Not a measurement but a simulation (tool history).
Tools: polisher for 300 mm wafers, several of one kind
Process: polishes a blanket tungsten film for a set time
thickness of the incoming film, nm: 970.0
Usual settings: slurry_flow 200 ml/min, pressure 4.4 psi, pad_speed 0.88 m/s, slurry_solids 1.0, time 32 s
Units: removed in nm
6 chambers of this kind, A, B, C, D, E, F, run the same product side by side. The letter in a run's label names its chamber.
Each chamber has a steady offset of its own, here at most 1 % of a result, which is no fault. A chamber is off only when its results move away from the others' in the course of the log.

| run | hour | slurry_flow | pressure | pad_speed | slurry_solids | time | wafers polished on this pad | hours since the slurry nozzle was cleaned | hours since the head pressure was calibrated | hours since the slurry blender was calibrated | hours since the slurry got fresh peroxide | removed |
|---|---|---|---|---|---|---|---|---|---|---|---|---|
| 1F | 6.8 | 200 | 4.4 | 0.88 | 1.0 | 32 | 736 | 161.2 | 1086.6 | 74.7 | 43.0 | 179.70 |
|  | 10.4 | chamber F: head pressure recalibrated |
| 2D | 15.3 | 200 | 4.4 | 0.88 | 1.0 | 32 | 563 | 275.1 | 719.9 | 143.9 | 100.2 | 176.36 |
|  | 16.6 | chamber A: worn pad replaced by a new one |
|  | 18.1 | chamber D: slurry tank refilled with fresh slurry and peroxide |
|  | 21.5 | chamber F: slurry tank refilled with fresh slurry and peroxide |
|  | 23.9 | chamber F: worn pad replaced by a new one |
| 3A | 24.1 | 200 | 4.4 | 0.88 | 1.0 | 32 | 83 | 354.3 | 940.0 | 112.0 | 136.4 | 177.24 |
|  | 27.2 | chamber D: slurry blender recalibrated |
|  | 28.3 | chamber B: worn pad replaced by a new one |
| 4C | 30.2 | 200 | 4.4 | 0.88 | 1.0 | 32 | 444 | 642.8 | 388.7 | 338.3 | 39.9 | 178.93 |
|  | 30.8 | chamber C: slurry nozzle cleaned |
| 5E | 38.6 | 200 | 4.4 | 0.88 | 1.0 | 32 | 755 | 690.5 | 552.7 | 197.0 | 52.4 | 180.84 |
|  | 41.2 | chamber C: worn pad replaced by a new one |
| 6B | 44.0 | 200 | 4.4 | 0.88 | 1.0 | 42 | 172 | 224.3 | 287.4 | 415.4 | 78.2 | 235.33 |
|  | 47.5 | chamber E: slurry tank refilled with fresh slurry and peroxide |
| 7C | 51.7 | 200 | 4.4 | 0.88 | 1.0 | 42 | 115 | 20.9 | 410.2 | 359.8 | 61.4 | 238.49 |
|  | 52.5 | chamber E: worn pad replaced by a new one |
|  | 55.2 | chamber A: slurry tank refilled with fresh slurry and peroxide |
| 8F | 57.6 | 200 | 4.4 | 0.88 | 1.0 | 42 | 371 | 212.0 | 47.3 | 125.5 | 36.1 | 240.46 |
| 9E | 63.9 | 200 | 4.4 | 0.88 | 1.0 | 42 | 125 | 715.8 | 578.0 | 222.3 | 16.4 | 239.43 |
|  | 66.1 | chamber E: slurry nozzle cleaned |
| 10B | 72.4 | 200 | 4.4 | 0.88 | 1.0 | 42 | 484 | 252.7 | 315.8 | 443.8 | 106.6 | 234.02 |
|  | 73.3 | chamber D: worn pad replaced by a new one |
|  | 75.5 | chamber A: worn pad replaced by a new one |
|  | 76.8 | chamber F: slurry nozzle cleaned |
|  | 76.9 | chamber F: slurry blender recalibrated |
| 11D | 78.3 | 200 | 4.4 | 0.88 | 1.0 | 42 | 55 | 338.1 | 782.9 | 51.1 | 60.2 | 234.03 |
|  | 80.1 | chamber F: slurry tank refilled with fresh slurry and peroxide |
| 12A | 83.2 | 200 | 4.4 | 0.88 | 1.0 | 32 | 85 | 413.4 | 999.1 | 171.1 | 28.0 | 178.50 |
| 13F | 91.2 | 265 | 3.6 | 0.88 | 1.0 | 32 | 740 | 14.4 | 80.9 | 14.4 | 11.1 | 154.45 |
|  | 94.6 | chamber E: slurry tank refilled with fresh slurry and peroxide |
| 14D | 95.3 | 265 | 3.6 | 0.88 | 1.0 | 32 | 242 | 355.1 | 799.9 | 68.1 | 77.2 | 150.19 |
|  | 96.8 | chamber C: worn pad replaced by a new one |
| 15C | 103.2 | 265 | 3.6 | 0.88 | 1.0 | 32 | 70 | 72.4 | 461.7 | 411.3 | 112.9 | 153.24 |
| 16A | 109.0 | 265 | 3.6 | 0.88 | 1.0 | 32 | 368 | 439.2 | 1024.9 | 196.9 | 53.8 | 151.86 |
|  | 110.6 | chamber D: slurry tank refilled with fresh slurry and peroxide |
| 17E | 114.8 | 265 | 3.6 | 0.88 | 1.0 | 32 | 684 | 48.8 | 628.9 | 273.2 | 20.2 | 153.11 |
|  | 117.4 | chamber F: worn pad replaced by a new one |
|  | 117.5 | chamber B: slurry blender recalibrated |
| 18B | 123.2 | 265 | 3.6 | 0.88 | 1.0 | 32 | 1042 | 303.5 | 366.6 | 5.7 | 157.4 | 147.92 |
| 19A | 129.8 | 200 | 4.4 | 0.88 | 1.0 | 32 | 597 | 460.0 | 1045.7 | 217.7 | 74.6 | 180.08 |
|  | 135.2 | chamber A: worn pad replaced by a new one |
|  | 137.5 | chamber E: slurry blender recalibrated |
| 20B | 138.0 | 200 | 4.4 | 0.88 | 1.0 | 32 | 1205 | 318.3 | 381.4 | 20.5 | 172.2 | 174.81 |
|  | 138.1 | chamber B: worn pad replaced by a new one |
|  | 141.4 | chamber F: slurry tank refilled with fresh slurry and peroxide |
| 21C | 144.5 | 200 | 4.4 | 0.88 | 0.9 | 21 | 524 | 113.7 | 503.0 | 452.6 | 154.2 | 116.36 |
|  | 147.1 | chamber E: slurry tank refilled with fresh slurry and peroxide |
|  | 148.7 | chamber E: worn pad replaced by a new one |
| 22E | 150.5 | 200 | 4.4 | 0.88 | 0.9 | 21 | 20 | 84.5 | 664.6 | 13.1 | 3.5 | 115.27 |
|  | 152.8 | chamber C: head pressure recalibrated |
|  | 155.5 | chamber C: slurry blender recalibrated |
|  | 157.2 | chamber C: slurry tank refilled with fresh slurry and peroxide |
| 23D | 157.3 | 200 | 4.4 | 0.88 | 0.9 | 21 | 923 | 417.1 | 861.9 | 130.1 | 46.7 | 114.31 |
|  | 158.2 | chamber C: worn pad replaced by a new one |
| 24F | 163.4 | 200 | 4.4 | 0.88 | 0.9 | 21 | 506 | 86.6 | 153.1 | 86.6 | 22.0 | 116.48 |
| 25C | 171.6 | 200 | 4.4 | 0.88 | 0.9 | 21 | 147 | 140.8 | 18.8 | 16.1 | 14.4 | 115.09 |
| 26A | 179.6 | 200 | 4.4 | 0.88 | 0.9 | 21 | 488 | 509.8 | 1095.5 | 267.5 | 124.4 | 114.25 |
|  | 185.1 | chamber A: worn pad replaced by a new one |
| 27D | 185.8 | 200 | 4.4 | 0.88 | 1.0 | 32 | 1236 | 445.6 | 890.4 | 158.6 | 75.2 | 177.72 |
|  | 185.9 | chamber D: slurry blender recalibrated |
|  | 189.8 | chamber F: slurry tank refilled with fresh slurry and peroxide |
|  | 191.6 | chamber D: worn pad replaced by a new one |
|  | 192.0 | chamber D: slurry tank refilled with fresh slurry and peroxide |
| 28B | 193.4 | 200 | 4.4 | 0.88 | 1.0 | 32 | 608 | 373.7 | 436.8 | 75.9 | 227.6 | 171.37 |
| 29F | 199.8 | 200 | 4.4 | 0.88 | 1.0 | 32 | 906 | 123.0 | 189.5 | 123.0 | 10.0 | 181.33 |
|  | 204.9 | chamber A: slurry tank refilled with fresh slurry and peroxide |
| 30E | 205.4 | 200 | 4.4 | 0.88 | 1.0 | 26 | 624 | 139.4 | 719.5 | 68.0 | 58.4 | 146.96 |
|  | 206.6 | chamber E: slurry tank refilled with fresh slurry and peroxide |
|  | 210.1 | chamber F: worn pad replaced by a new one |
| 31A | 210.8 | 200 | 4.4 | 0.88 | 1.0 | 26 | 282 | 541.0 | 1126.7 | 298.7 | 5.9 | 146.28 |
|  | 216.8 | chamber C: worn pad replaced by a new one |
| 32B | 219.8 | 200 | 4.4 | 0.88 | 1.0 | 26 | 898 | 400.1 | 463.2 | 102.3 | 254.0 | 139.55 |
| 33E | 225.3 | 200 | 4.4 | 0.88 | 1.0 | 26 | 842 | 159.3 | 739.4 | 87.9 | 18.8 | 145.93 |
|  | 225.5 | chamber B: worn pad replaced by a new one |
| 34F | 233.7 | 200 | 4.4 | 0.88 | 1.0 | 26 | 259 | 156.9 | 223.4 | 156.9 | 43.9 | 147.97 |
|  | 237.8 | chamber F: slurry blender recalibrated |
| 35C | 239.6 | 200 | 4.4 | 0.88 | 1.0 | 26 | 250 | 208.8 | 86.8 | 84.1 | 82.4 | 146.80 |
|  | 246.0 | chamber E: worn pad replaced by a new one |
|  | 246.6 | chamber F: slurry tank refilled with fresh slurry and peroxide |
| 36D | 246.8 | 200 | 4.4 | 0.88 | 1.0 | 32 | 606 | 506.6 | 951.4 | 60.9 | 54.9 | 179.37 |
| 37C | 253.7 | 200 | 4.4 | 0.88 | 1.0 | 32 | 405 | 222.9 | 100.9 | 98.2 | 96.5 | 180.50 |
|  | 258.6 | chamber E: slurry tank refilled with fresh slurry and peroxide |
| 38F | 260.7 | 200 | 4.4 | 1.12 | 1.0 | 25 | 556 | 183.9 | 250.4 | 23.0 | 14.2 | 180.16 |
| 39B | 269.5 | 200 | 4.4 | 1.12 | 1.0 | 25 | 483 | 449.8 | 512.9 | 152.0 | 303.7 | 171.66 |
| 40E | 276.5 | 200 | 4.4 | 1.12 | 1.0 | 25 | 335 | 210.5 | 790.6 | 139.1 | 18.0 | 179.15 |

Next, every chamber runs the same settings. What will each give?
| 41A | 283.0 | 200 | 4.4 | 0.88 | 1.0 | 32 |  |  |  |  |  | ? |
| 41B | 283.0 | 200 | 4.4 | 0.88 | 1.0 | 32 |  |  |  |  |  | ? |
| 41C | 283.0 | 200 | 4.4 | 0.88 | 1.0 | 32 |  |  |  |  |  | ? |
| 41D | 283.0 | 200 | 4.4 | 0.88 | 1.0 | 32 |  |  |  |  |  | ? |
| 41E | 283.0 | 200 | 4.4 | 0.88 | 1.0 | 32 |  |  |  |  |  | ? |
| 41F | 283.0 | 200 | 4.4 | 0.88 | 1.0 | 32 |  |  |  |  |  | ? |

| run | removed |
|---|---|
| 41A | 176.92 |
| 41B | 170.63 |
| 41C | 181.84 |
| 41D | 177.98 |
| 41E | 178.50 |
| 41F | 183.33 |
